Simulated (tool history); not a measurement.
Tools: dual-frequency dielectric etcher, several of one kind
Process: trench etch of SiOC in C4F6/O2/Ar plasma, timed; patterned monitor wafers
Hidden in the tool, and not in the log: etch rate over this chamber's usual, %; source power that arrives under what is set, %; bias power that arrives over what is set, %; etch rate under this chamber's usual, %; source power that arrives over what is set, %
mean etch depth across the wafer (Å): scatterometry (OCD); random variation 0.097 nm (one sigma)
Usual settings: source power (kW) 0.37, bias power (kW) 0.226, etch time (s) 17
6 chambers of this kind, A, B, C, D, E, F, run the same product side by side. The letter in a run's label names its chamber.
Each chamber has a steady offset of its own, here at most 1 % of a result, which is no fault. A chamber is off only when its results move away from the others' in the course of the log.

run,hour,source power (kW),bias power (kW),etch time (s),hours since the last wet clean,hours since the last source power generator calibration,hours since the last bias power generator calibration,"read-back reference wafer on the same gauge, depth_nm",mean etch depth across the wafer (Å)
1B,7.4,0.37,0.226,17,153.1,1779,332.9,34.506,368.49
2E,13.6,0.37,0.226,17,86.6,1804.1,1204.7,34.529,366.66
3F,20.5,0.37,0.226,17,219.7,312.5,1065.2,34.502,370.4
# hour 20.7: chamber A: source power generator calibrated
4D,25.6,0.37,0.226,17,118.9,2839.6,2321.8,34.481,367.04
5C,32.9,0.37,0.226,17,189.9,2020.3,250.1,34.506,371.57
6A,40.6,0.37,0.226,17,124,20,1534.1,34.489,366.98
7D,44.8,0.37,0.226,17,138.1,2858.8,2341,34.515,368.04
8B,52.4,0.45,0.226,17,198.1,1824,377.9,34.501,398.36
9E,56.8,0.45,0.226,17,129.8,1847.3,1247.9,34.508,396.88
10A,62,0.45,0.226,17,145.4,41.4,1555.5,34.496,395.43
11F,66.6,0.45,0.226,17,265.8,358.6,1111.3,34.505,398.29
12C,74.1,0.45,0.226,17,231.1,2061.5,291.3,34.51,399.66
13C,81.8,0.45,0.226,17,238.8,2069.2,299,34.487,398.77
# hour 82.2: chamber D: bias power generator calibrated
14E,88.5,0.37,0.226,21.5,161.5,1879,1279.6,34.5,464.73
15F,96.7,0.37,0.226,21.5,295.9,388.7,1141.4,34.492,467.12
16A,102.8,0.37,0.226,21.5,186.2,82.2,1596.3,34.501,466.83
17B,108.9,0.37,0.226,21.5,254.6,1880.5,434.4,34.513,466.44
18D,118.5,0.37,0.226,21.5,211.8,2932.5,36.4,34.493,462.4
19B,125.6,0.37,0.226,21.5,271.3,1897.2,451.1,34.503,465.24
20E,134.6,0.37,0.226,17,207.6,1925.1,1325.7,34.519,366.81
21C,139.8,0.37,0.226,17,296.8,2127.2,357,34.537,369.62
22A,144.2,0.37,0.226,17,227.6,123.6,1637.7,34.501,370.42
23F,153.3,0.37,0.226,17,352.5,445.3,1198,34.491,370.33
24D,157.6,0.37,0.226,17,250.9,2971.6,75.5,34.517,367.11
25A,163.1,0.37,0.226,17,246.5,142.5,1656.6,34.516,374.79
26C,171.1,0.37,0.226,17,328.1,2158.5,388.3,34.5,368.75
27F,178.4,0.37,0.226,17,377.6,470.4,1223.1,34.507,369.77
28B,184.8,0.37,0.226,17,330.5,1956.4,510.3,34.488,367.02
29E,191.7,0.37,0.226,17,264.7,1982.2,1382.8,34.507,365.33
30D,196.6,0.37,0.226,17,289.9,3010.6,114.5,34.516,367.04
31C,203,0.34,0.226,17,360,2190.4,420.2,34.51,358.62
32B,207.5,0.34,0.226,17,353.2,1979.1,533,34.494,357.13
33E,212,0.34,0.226,17,285,2002.5,1403.1,34.478,354.24
34F,218.2,0.34,0.226,17,417.4,510.2,1262.9,34.496,357.31
35D,224.8,0.34,0.226,17,318.1,3038.8,142.7,34.511,355.49
36A,232.2,0.34,0.226,17,315.6,211.6,1725.7,34.504,365.57

All 6 chambers run these settings next. Forecast each chamber's results:
37A,239.1,0.37,0.279,17,,,,,?
37B,239.1,0.37,0.279,17,,,,,?
37C,239.1,0.37,0.279,17,,,,,?
37D,239.1,0.37,0.279,17,,,,,?
37E,239.1,0.37,0.279,17,,,,,?
37F,239.1,0.37,0.279,17,,,,,?

run,mean etch depth across the wafer (Å)
37A,405.46
37B,395.23
37C,396.92
37D,395.9
37E,393.53
37F,397.74
